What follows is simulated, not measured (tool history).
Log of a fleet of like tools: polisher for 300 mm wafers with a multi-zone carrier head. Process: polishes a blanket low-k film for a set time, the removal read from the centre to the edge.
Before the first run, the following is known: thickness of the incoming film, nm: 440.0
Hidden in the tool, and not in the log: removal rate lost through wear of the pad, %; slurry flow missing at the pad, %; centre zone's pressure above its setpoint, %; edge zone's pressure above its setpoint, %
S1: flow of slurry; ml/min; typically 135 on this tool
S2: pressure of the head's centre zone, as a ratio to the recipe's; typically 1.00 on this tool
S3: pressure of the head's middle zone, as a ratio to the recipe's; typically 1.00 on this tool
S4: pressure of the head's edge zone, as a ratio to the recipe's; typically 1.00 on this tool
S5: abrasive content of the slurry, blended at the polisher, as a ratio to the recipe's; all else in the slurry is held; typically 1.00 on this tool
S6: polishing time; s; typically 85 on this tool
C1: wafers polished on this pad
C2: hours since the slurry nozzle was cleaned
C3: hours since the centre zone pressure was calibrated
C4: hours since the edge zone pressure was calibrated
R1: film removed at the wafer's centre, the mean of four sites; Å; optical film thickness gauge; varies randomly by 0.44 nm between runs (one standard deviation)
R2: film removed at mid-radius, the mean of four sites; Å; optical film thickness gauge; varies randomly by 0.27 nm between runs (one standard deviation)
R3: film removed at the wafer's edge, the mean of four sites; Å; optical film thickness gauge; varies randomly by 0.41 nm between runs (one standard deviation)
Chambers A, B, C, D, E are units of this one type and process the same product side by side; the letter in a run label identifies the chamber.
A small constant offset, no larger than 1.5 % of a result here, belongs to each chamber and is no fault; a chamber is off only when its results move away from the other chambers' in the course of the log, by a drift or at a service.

run	hour	S1	S2	S3	S4	S5	S6	C1	C2	C3	C4	R1	R2	R3
1C	12.7	135	1.00	1.00	1.00	1.00	85	235	500.1	368.3	139.1	354.38	363.43	366.93
# hour 17.2: chamber B: worn pad replaced by a new one
2D	22.3	135	1.00	1.00	1.00	1.00	85	618	43.7	788.1	235.9	361.63	361.50	364.17
3A	37.1	135	1.00	1.00	1.00	1.00	85	746	497.7	112.3	300.3	371.61	361.19	370.55
# hour 37.3: chamber C: centre zone pressure recalibrated
# hour 47.1: chamber C: slurry nozzle cleaned
4E	51.5	135	1.00	1.00	1.00	1.00	85	901	150.2	209.9	163.1	368.75	365.83	360.95
# hour 63.5: chamber E: worn pad replaced by a new one
5B	66.3	135	1.00	1.04	1.00	1.00	85	431	122.1	442.8	379.0	359.05	370.33	358.56
# hour 69.1: chamber C: worn pad replaced by a new one
6A	75.6	135	1.00	1.04	1.00	1.00	85	1083	536.2	150.8	338.8	373.75	371.52	370.70
7E	88.2	135	1.00	1.04	1.00	1.00	85	216	186.9	246.6	199.8	368.67	380.20	358.21
8C	97.0	135	1.00	1.04	1.00	1.00	85	245	50.0	59.8	223.4	359.88	374.85	368.85
# hour 101.6: chamber A: edge zone pressure recalibrated
# hour 101.8: chamber D: worn pad replaced by a new one
# hour 104.2: chamber B: worn pad replaced by a new one
9B	106.2	135	1.00	1.04	1.00	1.00	85	17	162.0	482.7	418.9	359.97	371.85	362.44
10D	113.4	135	1.00	1.00	1.00	1.00	85	102	134.8	879.2	327.0	367.14	359.37	360.47
# hour 119.1: chamber A: slurry nozzle cleaned
11B	126.0	135	1.00	1.00	1.00	1.00	85	191	181.8	502.5	438.7	359.91	360.45	355.96
12E	138.3	135	1.00	1.00	1.00	1.00	85	656	237.0	296.7	249.9	362.83	363.82	365.47
# hour 148.6: chamber C: worn pad replaced by a new one
13C	149.9	135	1.00	1.00	1.00	1.00	85	11	102.9	112.7	276.3	361.06	359.45	367.90
14D	160.7	160	0.94	1.00	1.00	1.00	85	517	182.1	926.5	374.3	362.42	371.21	377.55
15A	172.6	160	0.94	1.00	1.00	1.00	85	1935	53.5	247.8	71.0	344.43	356.94	363.81
# hour 175.8: chamber E: worn pad replaced by a new one
# hour 181.6: chamber D: centre zone pressure recalibrated
16B	184.0	160	0.94	1.00	1.00	1.00	85	700	239.8	560.5	496.7	349.82	371.27	368.08
# hour 190.5: chamber B: worn pad replaced by a new one
17C	195.4	160	0.94	1.00	1.00	1.00	85	411	148.4	158.2	321.8	350.81	372.67	377.33
18A	202.4	160	0.94	1.00	1.00	1.00	85	2196	83.3	277.6	100.8	334.28	355.01	358.55
19D	211.3	135	1.00	1.00	1.00	1.00	85	961	232.7	29.8	424.9	367.77	357.74	369.46
# hour 217.2: chamber C: worn pad replaced by a new one
20E	222.8	135	1.00	1.00	1.00	0.75	85	413	321.5	381.2	334.4	316.69	319.70	310.42
21A	232.7	135	1.00	1.00	1.00	0.75	85	2462	113.6	307.9	131.1	300.71	294.31	299.64
22D	247.0	135	1.00	1.00	1.00	0.75	85	1274	268.4	65.5	460.6	310.90	310.58	325.43
# hour 252.9: chamber D: worn pad replaced by a new one
23E	263.1	135	1.00	1.00	1.00	0.75	85	766	361.8	421.5	374.7	317.09	316.48	321.25
# hour 269.9: chamber B: worn pad replaced by a new one
24C	273.1	135	1.00	1.00	1.00	0.75	85	491	226.1	235.9	399.5	318.26	315.94	324.02
25B	283.6	135	1.00	1.05	1.04	1.00	85	120	339.4	660.1	596.3	363.62	376.73	362.63
# hour 283.7: chamber E: worn pad replaced by a new one
26C	291.2	135	1.00	1.05	1.04	1.00	85	650	244.2	254.0	417.6	361.48	377.14	380.17
# hour 295.3: chamber C: worn pad replaced by a new one
# hour 299.5: chamber C: edge zone pressure recalibrated
27E	303.9	135	1.00	1.05	1.04	1.00	85	177	402.6	462.3	415.5	370.45	385.22	369.46
28A	313.6	135	1.00	1.05	1.04	1.00	85	3172	194.5	388.8	212.0	338.15	341.19	338.93
29B	324.2	135	1.00	1.05	1.04	1.00	85	477	380.0	700.7	636.9	359.91	375.59	361.32
30D	336.3	135	1.00	1.00	1.00	1.00	85	732	357.7	154.8	549.9	354.87	357.70	368.28
# hour 337.9: chamber B: worn pad replaced by a new one
31D	347.8	100	1.00	0.94	1.00	1.00	85	833	369.2	166.3	561.4	329.40	316.66	349.97
32B	359.5	100	1.00	0.94	1.00	1.00	85	190	415.3	736.0	672.2	334.06	318.03	343.39
# hour 361.0: chamber E: slurry nozzle cleaned
# hour 372.3: chamber C: worn pad replaced by a new one
33A	372.7	100	1.00	0.94	1.00	1.00	85	3690	253.6	447.9	271.1	303.34	287.83	311.77
# hour 388.1: chamber C: centre zone pressure recalibrated
34C	388.6	100	1.00	0.94	1.00	1.00	85	143	341.6	0.5	89.2	331.20	317.16	348.21
# hour 394.0: chamber E: worn pad replaced by a new one
35E	396.0	100	1.00	0.94	1.00	1.00	85	18	35.1	554.4	507.6	339.74	323.02	352.61

Is one chamber off against the others, does the gauge drift, or is nothing wrong? If a chamber is off, say which, and what the likeliest cause is.

It is chamber A that slowly wanders off from its peers.
What lies behind it: removal rate lost through wear of the pad, % = 10.9.

Chamber A could run next with any of the 4 candidate recipes listed below; each alters the usual settings, and their results appear as question marks. Which one brings its results back in line with what the other chambers deliver on the usual settings?
In line here means within this much of the mean the other chambers give on the usual settings: R1 15.00 Å; R2 9.50 Å; R3 14.00 Å
36A-1	407.6	135	1.00	1.00	1.01	1.05	93					?	?	?
36A-2	407.6	135	1.00	1.00	0.99	0.95	77					?	?	?
36A-3	407.6	135	1.00	1.00	1.00	1.00	82					?	?	?
36A-4	407.6	135	1.00	1.00	1.00	1.00	88					?	?	?

On the usual settings, the other chambers give on average: R1 363.21 Å; R2 361.23 Å; R3 363.93 Å
run	R1	R2	R3
36A-1	365.64	359.39	363.55
36A-2	289.52	284.57	284.81
36A-3	315.54	310.15	312.08
36A-4	338.63	332.85	334.91
36A-1 puts the chamber back in line with the other chambers.
